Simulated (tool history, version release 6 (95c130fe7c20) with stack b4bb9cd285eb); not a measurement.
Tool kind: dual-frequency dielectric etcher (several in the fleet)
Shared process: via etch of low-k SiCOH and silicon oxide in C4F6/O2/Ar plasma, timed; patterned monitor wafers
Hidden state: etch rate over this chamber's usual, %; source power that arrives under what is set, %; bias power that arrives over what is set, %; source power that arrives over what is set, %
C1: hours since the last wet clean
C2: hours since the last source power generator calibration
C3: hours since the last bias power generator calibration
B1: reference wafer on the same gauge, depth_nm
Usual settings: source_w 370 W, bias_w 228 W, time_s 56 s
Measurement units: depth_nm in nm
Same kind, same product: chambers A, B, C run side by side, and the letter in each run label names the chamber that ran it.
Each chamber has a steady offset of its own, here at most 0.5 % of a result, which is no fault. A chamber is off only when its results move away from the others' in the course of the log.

-- hour=7.1 chamber B: wet clean of the chamber
run 1A hour=7.6 | source_w=370 bias_w=228 time_s=56 | C1=121.1 C2=3892.1 C3=859.4 | B1=151.97 | depth_nm=152.6
run 2C hour=13.8 | source_w=370 bias_w=228 time_s=56 | C1=415.2 C2=2735.9 C3=54.7 | B1=152 | depth_nm=152.13
run 3B hour=24.1 | source_w=370 bias_w=228 time_s=56 | C1=17 C2=385.2 C3=846.7 | B1=152.01 | depth_nm=152.92
run 4A hour=32.2 | source_w=370 bias_w=228 time_s=56 | C1=145.7 C2=3916.7 C3=884 | B1=151.96 | depth_nm=151.7
run 5B hour=43.1 | source_w=370 bias_w=228 time_s=56 | C1=36 C2=404.2 C3=865.7 | B1=151.93 | depth_nm=152.49
run 6C hour=52.3 | source_w=370 bias_w=228 time_s=56 | C1=453.7 C2=2774.4 C3=93.2 | B1=151.98 | depth_nm=152.95
run 7C hour=63.3 | source_w=370 bias_w=228 time_s=56 | C1=464.7 C2=2785.4 C3=104.2 | B1=152.07 | depth_nm=152.15
run 8A hour=74.3 | source_w=440 bias_w=200 time_s=56 | C1=187.8 C2=3958.8 C3=926.1 | B1=151.93 | depth_nm=155.98
run 9B hour=85.3 | source_w=440 bias_w=200 time_s=56 | C1=78.2 C2=446.4 C3=907.9 | B1=152.05 | depth_nm=156.39
run 10B hour=95.8 | source_w=440 bias_w=200 time_s=56 | C1=88.7 C2=456.9 C3=918.4 | B1=152.08 | depth_nm=156.12
run 11A hour=103 | source_w=430 bias_w=228 time_s=47.5 | C1=216.5 C2=3987.5 C3=954.8 | B1=151.98 | depth_nm=136.91
-- hour=106.7 chamber C: wet clean of the chamber
run 12C hour=108.8 | source_w=430 bias_w=228 time_s=47.5 | C1=2.2 C2=2830.9 C3=149.7 | B1=152.02 | depth_nm=137.06
run 13B hour=118.8 | source_w=430 bias_w=228 time_s=47.5 | C1=111.7 C2=479.9 C3=941.4 | B1=152.02 | depth_nm=136.89
run 14C hour=127.7 | source_w=370 bias_w=228 time_s=56 | C1=21.1 C2=2849.8 C3=168.6 | B1=151.89 | depth_nm=152.41
run 15A hour=138.1 | source_w=370 bias_w=262 time_s=40.5 | C1=251.6 C2=4022.6 C3=989.9 | B1=151.98 | depth_nm=114.97
run 16B hour=143.8 | source_w=370 bias_w=262 time_s=40.5 | C1=136.7 C2=504.9 C3=966.4 | B1=151.96 | depth_nm=116.05
run 17A hour=151.3 | source_w=370 bias_w=262 time_s=40.5 | C1=264.8 C2=4035.8 C3=1003.1 | B1=151.97 | depth_nm=115.01
run 18C hour=156.8 | source_w=370 bias_w=228 time_s=56 | C1=50.2 C2=2878.9 C3=197.7 | B1=151.95 | depth_nm=151.91
-- hour=159.4 chamber A: source power generator calibrated
run 19A hour=165 | source_w=370 bias_w=228 time_s=56 | C1=278.5 C2=5.6 C3=1016.8 | B1=152.07 | depth_nm=152.28
run 20B hour=176.2 | source_w=370 bias_w=228 time_s=56 | C1=169.1 C2=537.3 C3=998.8 | B1=152.07 | depth_nm=152.51
run 21C hour=187.4 | source_w=370 bias_w=228 time_s=56 | C1=80.8 C2=2909.5 C3=228.3 | B1=151.95 | depth_nm=152.83
run 22B hour=198.9 | source_w=370 bias_w=228 time_s=56 | C1=191.8 C2=560 C3=1021.5 | B1=152.02 | depth_nm=152.43
run 23A hour=205.1 | source_w=370 bias_w=228 time_s=56 | C1=318.6 C2=45.7 C3=1056.9 | B1=152.03 | depth_nm=152.58
run 24C hour=214.5 | source_w=370 bias_w=228 time_s=56 | C1=107.9 C2=2936.6 C3=255.4 | B1=152.01 | depth_nm=152.6
run 25A hour=224.1 | source_w=310 bias_w=228 time_s=49 | C1=337.6 C2=64.7 C3=1075.9 | B1=152.02 | depth_nm=124.28
run 26C hour=231.2 | source_w=310 bias_w=228 time_s=49 | C1=124.6 C2=2953.3 C3=272.1 | B1=151.98 | depth_nm=124.48
run 27B hour=236.5 | source_w=310 bias_w=228 time_s=49 | C1=229.4 C2=597.6 C3=1059.1 | B1=152.05 | depth_nm=124.75
run 28A hour=244.2 | source_w=370 bias_w=228 time_s=56 | C1=357.7 C2=84.8 C3=1096 | B1=152.02 | depth_nm=152.55
run 29C hour=253.5 | source_w=290 bias_w=228 time_s=39.5 | C1=146.9 C2=2975.6 C3=294.4 | B1=151.95 | depth_nm=97.942
run 30B hour=262.1 | source_w=290 bias_w=228 time_s=39.5 | C1=255 C2=623.2 C3=1084.7 | B1=152.01 | depth_nm=98.358
run 31C hour=269.5 | source_w=290 bias_w=228 time_s=39.5 | C1=162.9 C2=2991.6 C3=310.4 | B1=151.93 | depth_nm=97.907
run 32B hour=278.8 | source_w=370 bias_w=228 time_s=56 | C1=271.7 C2=639.9 C3=1101.4 | B1=152.01 | depth_nm=152.86
run 33A hour=287.7 | source_w=370 bias_w=228 time_s=42 | C1=401.2 C2=128.3 C3=1139.5 | B1=151.95 | depth_nm=114.29
run 34C hour=298.3 | source_w=370 bias_w=228 time_s=42 | C1=191.7 C2=3020.4 C3=339.2 | B1=151.97 | depth_nm=114.19
run 35A hour=305.3 | source_w=370 bias_w=228 time_s=42 | C1=418.8 C2=145.9 C3=1157.1 | B1=151.99 | depth_nm=114.31
run 36B hour=312 | source_w=370 bias_w=228 time_s=70 | C1=304.9 C2=673.1 C3=1134.6 | B1=151.96 | depth_nm=190.61
run 37B hour=321.6 | source_w=370 bias_w=228 time_s=70 | C1=314.5 C2=682.7 C3=1144.2 | B1=152 | depth_nm=191.1
run 38C hour=329.1 | source_w=370 bias_w=228 time_s=70 | C1=222.5 C2=3051.2 C3=370 | B1=152.1 | depth_nm=191.24
run 39A hour=336.9 | source_w=370 bias_w=228 time_s=56 | C1=450.4 C2=177.5 C3=1188.7 | B1=151.96 | depth_nm=152.79
run 40A hour=343.4 | source_w=370 bias_w=228 time_s=56 | C1=456.9 C2=184 C3=1195.2 | B1=151.97 | depth_nm=152.55
run 41B hour=354.8 | source_w=370 bias_w=228 time_s=56 | C1=347.7 C2=715.9 C3=1177.4 | B1=151.93 | depth_nm=152.03
run 42C hour=363.8 | source_w=420 bias_w=187 time_s=56 | C1=257.2 C2=3085.9 C3=404.7 | B1=151.91 | depth_nm=150.45

Next, all 3 chambers run the settings below, one line each with question marks for the results. What does each chamber give?
run 43A hour=372.1 | source_w=370 bias_w=228 time_s=42 | depth_nm=?
run 43B hour=372.1 | source_w=370 bias_w=228 time_s=42 | depth_nm=?
run 43C hour=372.1 | source_w=370 bias_w=228 time_s=42 | depth_nm=?

run=43A depth_nm=114.62
run=43B depth_nm=114.55
run=43C depth_nm=114.46
